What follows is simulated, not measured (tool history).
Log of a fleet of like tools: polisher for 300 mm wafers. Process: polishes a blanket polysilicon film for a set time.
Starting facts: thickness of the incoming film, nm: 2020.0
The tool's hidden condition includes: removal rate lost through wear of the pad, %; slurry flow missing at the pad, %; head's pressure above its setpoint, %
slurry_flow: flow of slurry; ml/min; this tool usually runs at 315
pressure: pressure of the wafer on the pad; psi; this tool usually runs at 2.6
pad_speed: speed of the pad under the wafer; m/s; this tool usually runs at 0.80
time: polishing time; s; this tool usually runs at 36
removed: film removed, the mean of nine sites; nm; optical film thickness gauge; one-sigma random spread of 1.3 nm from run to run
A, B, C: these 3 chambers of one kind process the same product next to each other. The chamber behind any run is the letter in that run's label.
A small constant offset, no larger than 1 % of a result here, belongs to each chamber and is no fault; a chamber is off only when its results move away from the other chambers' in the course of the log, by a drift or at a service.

run	hour	slurry_flow	pressure	pad_speed	time	wafers polished on this pad	hours since the slurry nozzle was cleaned	hours since the head pressure was calibrated	removed
1A	10.5	315	2.6	0.80	36	805	123.1	170.4	185.28
# hour 12.6: chamber B: worn pad replaced by a new one
# hour 16.2: chamber A: worn pad replaced by a new one
2B	20.2	315	2.6	0.80	36	102	261.3	146.4	182.63
3C	27.9	315	2.6	0.80	36	530	161.8	784.6	184.66
4A	33.0	315	2.6	0.80	36	225	145.6	192.9	184.96
5C	40.8	315	2.6	0.80	36	703	174.7	797.5	183.95
6B	49.8	315	2.6	0.80	36	497	290.9	176.0	182.67
7B	55.4	315	2.6	0.80	36	572	296.5	181.6	182.26
8C	63.3	315	2.6	0.80	36	1003	197.2	820.0	185.68
9A	71.4	315	2.6	0.80	36	737	184.0	231.3	187.03
10C	77.2	370	2.6	0.66	36	1189	211.1	833.9	152.63
# hour 79.0: chamber A: worn pad replaced by a new one
# hour 82.2: chamber B: worn pad replaced by a new one
11A	83.7	370	2.6	0.66	36	63	196.3	243.6	154.80
12B	89.1	370	2.6	0.66	36	92	330.2	215.3	155.58
13C	98.7	315	2.6	0.80	36	1476	232.6	855.4	183.24
14A	110.0	315	2.6	0.80	36	414	222.6	269.9	186.14
15B	116.6	315	2.6	0.80	36	459	357.7	242.8	183.50
16A	122.5	315	2.6	0.80	36	581	235.1	282.4	184.34
17B	132.8	315	2.6	0.80	36	676	373.9	259.0	183.35
# hour 138.5: chamber C: slurry nozzle cleaned
18C	140.3	315	2.6	0.80	36	2031	1.8	897.0	183.18
# hour 144.9: chamber A: worn pad replaced by a new one
19B	147.7	315	2.6	0.80	36	875	388.8	273.9	182.28
# hour 148.6: chamber B: worn pad replaced by a new one
20C	157.7	315	2.6	0.80	36	2264	19.2	914.4	183.52
# hour 164.3: chamber A: slurry nozzle cleaned
21A	167.3	315	2.6	0.80	36	299	3.0	327.2	184.79
22A	177.3	315	2.6	0.80	36	432	13.0	337.2	186.21
23C	183.7	315	2.6	0.80	36	2611	45.2	940.4	181.29
24B	193.8	315	2.6	0.80	36	603	434.9	320.0	182.86
25A	201.1	315	2.6	0.80	36	750	36.8	361.0	186.30
26B	207.3	315	2.6	0.80	36	783	448.4	333.5	182.12
27C	214.4	315	2.6	0.80	36	3021	75.9	971.1	180.81
28C	219.9	315	2.6	0.80	36	3094	81.4	976.6	180.27
# hour 220.3: chamber A: worn pad replaced by a new one
# hour 221.5: chamber B: worn pad replaced by a new one
29A	230.7	315	2.6	0.80	36	139	66.4	390.6	183.24
30B	239.5	315	2.6	0.80	36	241	480.6	365.7	184.56
31B	245.6	315	2.6	0.80	36	323	486.7	371.8	182.71
32C	251.2	315	2.6	0.80	36	3512	112.7	1007.9	179.19
33A	257.2	315	2.6	0.80	36	493	92.9	417.1	185.50
34B	263.8	315	2.6	0.80	36	566	504.9	390.0	184.39
35C	268.9	315	2.6	0.80	36	3748	130.4	1025.6	178.52
36A	277.9	315	2.6	0.80	36	769	113.6	437.8	185.78
# hour 283.3: chamber B: slurry nozzle cleaned
# hour 286.5: chamber A: worn pad replaced by a new one
37B	286.9	315	2.6	0.80	36	874	3.7	413.1	181.10
# hour 287.4: chamber B: worn pad replaced by a new one
38A	295.7	315	2.6	1.02	36	123	131.4	455.6	238.86
39C	306.6	315	2.6	1.02	36	4252	168.1	1063.3	225.85
40A	318.2	315	2.6	1.02	36	423	153.9	478.1	234.94
# hour 323.4: chamber B: head pressure recalibrated
41B	326.7	315	1.9	0.80	44	525	43.5	3.4	162.49
42C	331.9	315	1.9	0.80	44	4590	193.4	1088.6	157.64
43B	338.6	315	1.9	0.80	44	684	55.4	15.3	161.24
44C	345.8	315	2.6	0.80	36	4775	207.3	1102.5	172.97

Each of the 3 chambers runs these same settings next. Fill in every chamber's results:
45A	354.2	315	2.6	0.80	36				?
45B	354.2	315	2.6	0.80	36				?
45C	354.2	315	2.6	0.80	36				?

run	removed
45A	183.94
45B	183.71
45C	173.75
